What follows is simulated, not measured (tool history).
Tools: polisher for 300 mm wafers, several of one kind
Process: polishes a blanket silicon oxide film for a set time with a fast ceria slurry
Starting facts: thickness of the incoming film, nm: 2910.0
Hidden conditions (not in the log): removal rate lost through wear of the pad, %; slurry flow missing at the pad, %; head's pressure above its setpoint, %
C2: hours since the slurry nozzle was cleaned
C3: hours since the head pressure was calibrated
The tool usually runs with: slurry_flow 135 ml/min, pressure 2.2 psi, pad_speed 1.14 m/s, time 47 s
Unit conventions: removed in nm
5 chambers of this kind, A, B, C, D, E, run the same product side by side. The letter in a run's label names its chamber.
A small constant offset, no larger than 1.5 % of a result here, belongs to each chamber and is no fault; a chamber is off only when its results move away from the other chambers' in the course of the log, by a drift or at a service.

{"run": "1A", "day": 0.371, "slurry_flow": 135, "pressure": 2.2, "pad_speed": 1.14, "time": 47, "wafers polished on this pad": 881, "C2": 37.3, "C3": 513.9, "removed": 548.96}
{"day": 0.7, "done": "chamber B: worn pad replaced by a new one"}
{"run": "2E", "day": 0.883, "slurry_flow": 135, "pressure": 2.2, "pad_speed": 1.14, "time": 47, "wafers polished on this pad": 809, "C2": 92.7, "C3": 177.7, "removed": 536.78}
{"day": 1.154, "done": "chamber A: worn pad replaced by a new one"}
{"run": "3B", "day": 1.467, "slurry_flow": 135, "pressure": 2.2, "pad_speed": 1.14, "time": 47, "wafers polished on this pad": 222, "C2": 140.3, "C3": 261.0, "removed": 558.84}
{"run": "4D", "day": 1.975, "slurry_flow": 135, "pressure": 2.2, "pad_speed": 1.14, "time": 47, "wafers polished on this pad": 660, "C2": 257.1, "C3": 273.6, "removed": 553.08}
{"day": 2.479, "done": "chamber E: worn pad replaced by a new one"}
{"run": "5C", "day": 2.525, "slurry_flow": 135, "pressure": 2.2, "pad_speed": 1.14, "time": 47, "wafers polished on this pad": 983, "C2": 97.7, "C3": 140.8, "removed": 539.7}
{"run": "6B", "day": 2.862, "slurry_flow": 135, "pressure": 2.2, "pad_speed": 1.14, "time": 47, "wafers polished on this pad": 625, "C2": 173.8, "C3": 294.5, "removed": 560.68}
{"run": "7C", "day": 3.496, "slurry_flow": 135, "pressure": 2.2, "pad_speed": 1.14, "time": 47, "wafers polished on this pad": 1263, "C2": 121.0, "C3": 164.1, "removed": 542.3}
{"day": 3.571, "done": "chamber D: worn pad replaced by a new one"}
{"run": "8A", "day": 3.792, "slurry_flow": 135, "pressure": 2.2, "pad_speed": 1.14, "time": 47, "wafers polished on this pad": 761, "C2": 119.4, "C3": 596.0, "removed": 546.87}
{"day": 3.867, "done": "chamber C: worn pad replaced by a new one"}
{"run": "9E", "day": 4.292, "slurry_flow": 135, "pressure": 2.2, "pad_speed": 1.14, "time": 47, "wafers polished on this pad": 523, "C2": 174.5, "C3": 259.5, "removed": 538.56}
{"day": 4.5, "done": "chamber A: head pressure recalibrated"}
{"day": 4.508, "done": "chamber B: head pressure recalibrated"}
{"run": "10D", "day": 4.925, "slurry_flow": 135, "pressure": 2.2, "pad_speed": 1.14, "time": 47, "wafers polished on this pad": 391, "C2": 327.9, "C3": 344.4, "removed": 562.06}
{"day": 4.983, "done": "chamber B: worn pad replaced by a new one"}
{"run": "11A", "day": 5.467, "slurry_flow": 135, "pressure": 2.2, "pad_speed": 1.14, "time": 47, "wafers polished on this pad": 1245, "C2": 159.6, "C3": 23.2, "removed": 545.2}
{"day": 5.696, "done": "chamber A: worn pad replaced by a new one"}
{"run": "12E", "day": 5.983, "slurry_flow": 135, "pressure": 2.2, "pad_speed": 1.14, "time": 47, "wafers polished on this pad": 1012, "C2": 215.1, "C3": 300.1, "removed": 562.83}
{"run": "13B", "day": 6.421, "slurry_flow": 135, "pressure": 2.5, "pad_speed": 1.14, "time": 47, "wafers polished on this pad": 415, "C2": 259.2, "C3": 46.0, "removed": 620.18}
{"run": "14D", "day": 6.758, "slurry_flow": 135, "pressure": 2.5, "pad_speed": 1.14, "time": 47, "wafers polished on this pad": 920, "C2": 371.9, "C3": 388.4, "removed": 625.94}
{"day": 6.892, "done": "chamber D: head pressure recalibrated"}
{"day": 6.971, "done": "chamber E: worn pad replaced by a new one"}
{"day": 7.1, "done": "chamber D: worn pad replaced by a new one"}
{"run": "15C", "day": 7.108, "slurry_flow": 135, "pressure": 2.5, "pad_speed": 1.14, "time": 47, "wafers polished on this pad": 936, "C2": 207.7, "C3": 250.8, "removed": 607.6}
{"run": "16D", "day": 7.7, "slurry_flow": 135, "pressure": 2.5, "pad_speed": 1.14, "time": 47, "wafers polished on this pad": 174, "C2": 394.5, "C3": 19.4, "removed": 624.75}
{"run": "17C", "day": 8.05, "slurry_flow": 135, "pressure": 2.5, "pad_speed": 1.14, "time": 47, "wafers polished on this pad": 1208, "C2": 230.3, "C3": 273.4, "removed": 610.42}
{"day": 8.288, "done": "chamber C: worn pad replaced by a new one"}
{"run": "18E", "day": 8.333, "slurry_flow": 135, "pressure": 2.2, "pad_speed": 1.14, "time": 47, "wafers polished on this pad": 394, "C2": 271.5, "C3": 356.5, "removed": 562.3}
{"day": 8.579, "done": "chamber B: worn pad replaced by a new one"}
{"day": 8.638, "done": "chamber A: slurry nozzle cleaned"}
{"run": "19A", "day": 8.696, "slurry_flow": 135, "pressure": 2.2, "pad_speed": 1.14, "time": 47, "wafers polished on this pad": 866, "C2": 1.5, "C3": 100.7, "removed": 552.43}
{"day": 8.917, "done": "chamber C: slurry nozzle cleaned"}
{"run": "20B", "day": 9.279, "slurry_flow": 135, "pressure": 2.2, "pad_speed": 1.14, "time": 47, "wafers polished on this pad": 203, "C2": 327.8, "C3": 114.6, "removed": 549.66}
{"run": "21E", "day": 9.812, "slurry_flow": 135, "pressure": 2.2, "pad_speed": 1.14, "time": 47, "wafers polished on this pad": 821, "C2": 307.0, "C3": 392.0, "removed": 563.9}
{"day": 10.183, "done": "chamber A: worn pad replaced by a new one"}
{"run": "22D", "day": 10.3, "slurry_flow": 135, "pressure": 2.2, "pad_speed": 1.14, "time": 47, "wafers polished on this pad": 925, "C2": 456.9, "C3": 81.8, "removed": 551.39}
{"run": "23B", "day": 10.908, "slurry_flow": 135, "pressure": 2.2, "pad_speed": 1.14, "time": 47, "wafers polished on this pad": 673, "C2": 366.9, "C3": 153.7, "removed": 560.78}
{"day": 11.283, "done": "chamber E: worn pad replaced by a new one"}
{"day": 11.504, "done": "chamber D: worn pad replaced by a new one"}
{"run": "24C", "day": 11.521, "slurry_flow": 135, "pressure": 2.2, "pad_speed": 1.14, "time": 47, "wafers polished on this pad": 934, "C2": 62.6, "C3": 356.7, "removed": 536.99}
{"run": "25A", "day": 12.058, "slurry_flow": 135, "pressure": 2.2, "pad_speed": 1.14, "time": 47, "wafers polished on this pad": 542, "C2": 82.2, "C3": 181.4, "removed": 555.31}
{"day": 12.075, "done": "chamber B: worn pad replaced by a new one"}
{"run": "26D", "day": 12.442, "slurry_flow": 135, "pressure": 2.2, "pad_speed": 1.14, "time": 47, "wafers polished on this pad": 270, "C2": 508.3, "C3": 133.2, "removed": 545.24}
{"day": 12.738, "done": "chamber E: slurry nozzle cleaned"}
{"run": "27B", "day": 12.9, "slurry_flow": 135, "pressure": 2.2, "pad_speed": 1.14, "time": 47, "wafers polished on this pad": 238, "C2": 414.7, "C3": 201.5, "removed": 551.62}
{"day": 13.304, "done": "chamber C: worn pad replaced by a new one"}
{"run": "28E", "day": 13.308, "slurry_flow": 135, "pressure": 2.2, "pad_speed": 1.14, "time": 47, "wafers polished on this pad": 585, "C2": 13.7, "C3": 475.9, "removed": 598.52}
{"run": "29C", "day": 13.9, "slurry_flow": 135, "pressure": 2.2, "pad_speed": 1.14, "time": 47, "wafers polished on this pad": 172, "C2": 119.7, "C3": 413.8, "removed": 544.72}
{"day": 14.075, "done": "chamber A: worn pad replaced by a new one"}
{"run": "30A", "day": 14.283, "slurry_flow": 135, "pressure": 2.2, "pad_speed": 1.14, "time": 47, "wafers polished on this pad": 60, "C2": 135.6, "C3": 234.8, "removed": 550.93}
{"run": "31A", "day": 14.921, "slurry_flow": 135, "pressure": 1.5, "pad_speed": 1.3, "time": 47, "wafers polished on this pad": 244, "C2": 150.9, "C3": 250.1, "removed": 431.92}
{"day": 15.125, "done": "chamber E: worn pad replaced by a new one"}
{"run": "32E", "day": 15.471, "slurry_flow": 135, "pressure": 1.5, "pad_speed": 1.3, "time": 47, "wafers polished on this pad": 100, "C2": 65.6, "C3": 527.8, "removed": 450.24}
{"day": 15.475, "done": "chamber B: worn pad replaced by a new one"}
{"run": "33D", "day": 15.958, "slurry_flow": 135, "pressure": 1.5, "pad_speed": 1.3, "time": 47, "wafers polished on this pad": 1286, "C2": 592.7, "C3": 217.6, "removed": 433.44}
{"day": 16.029, "done": "chamber D: worn pad replaced by a new one"}
{"run": "34B", "day": 16.321, "slurry_flow": 135, "pressure": 1.5, "pad_speed": 1.3, "time": 47, "wafers polished on this pad": 244, "C2": 496.8, "C3": 283.6, "removed": 426.89}
{"run": "35C", "day": 16.821, "slurry_flow": 135, "pressure": 1.5, "pad_speed": 1.3, "time": 47, "wafers polished on this pad": 1015, "C2": 189.8, "C3": 483.9, "removed": 418.32}
{"day": 17.025, "done": "chamber D: slurry nozzle cleaned"}
{"run": "36B", "day": 17.362, "slurry_flow": 135, "pressure": 2.2, "pad_speed": 1.14, "time": 47, "wafers polished on this pad": 545, "C2": 521.8, "C3": 308.6, "removed": 563.89}
{"day": 17.379, "done": "chamber C: worn pad replaced by a new one"}
{"run": "37E", "day": 17.754, "slurry_flow": 135, "pressure": 2.2, "pad_speed": 1.14, "time": 47, "wafers polished on this pad": 760, "C2": 120.4, "C3": 582.6, "removed": 593.76}
{"run": "38D", "day": 18.392, "slurry_flow": 135, "pressure": 2.2, "pad_speed": 1.14, "time": 47, "wafers polished on this pad": 682, "C2": 32.8, "C3": 276.0, "removed": 552.81}
{"day": 18.546, "done": "chamber A: worn pad replaced by a new one"}
{"run": "39C", "day": 18.879, "slurry_flow": 135, "pressure": 2.2, "pad_speed": 1.14, "time": 47, "wafers polished on this pad": 433, "C2": 239.2, "C3": 533.3, "removed": 551.03}
{"day": 19.033, "done": "chamber B: worn pad replaced by a new one"}
{"run": "40A", "day": 19.438, "slurry_flow": 135, "pressure": 2.2, "pad_speed": 1.14, "time": 47, "wafers polished on this pad": 257, "C2": 259.3, "C3": 358.5, "removed": 545.77}
{"run": "41B", "day": 19.829, "slurry_flow": 135, "pressure": 2.2, "pad_speed": 1.14, "time": 47, "wafers polished on this pad": 229, "C2": 581.0, "C3": 367.8, "removed": 549.13}

The same settings go to every chamber for the next run, one line per chamber below. Forecast the results for each:
{"run": "42A", "day": 20.296, "slurry_flow": 135, "pressure": 2.2, "pad_speed": 1.14, "time": 47, "removed": "?"}
{"run": "42B", "day": 20.296, "slurry_flow": 135, "pressure": 2.2, "pad_speed": 1.14, "time": 47, "removed": "?"}
{"run": "42C", "day": 20.296, "slurry_flow": 135, "pressure": 2.2, "pad_speed": 1.14, "time": 47, "removed": "?"}
{"run": "42D", "day": 20.296, "slurry_flow": 135, "pressure": 2.2, "pad_speed": 1.14, "time": 47, "removed": "?"}
{"run": "42E", "day": 20.296, "slurry_flow": 135, "pressure": 2.2, "pad_speed": 1.14, "time": 47, "removed": "?"}

run=42A removed=552.75
run=42B removed=539.88
run=42C removed=543.61
run=42D removed=549.11
run=42E removed=605.74
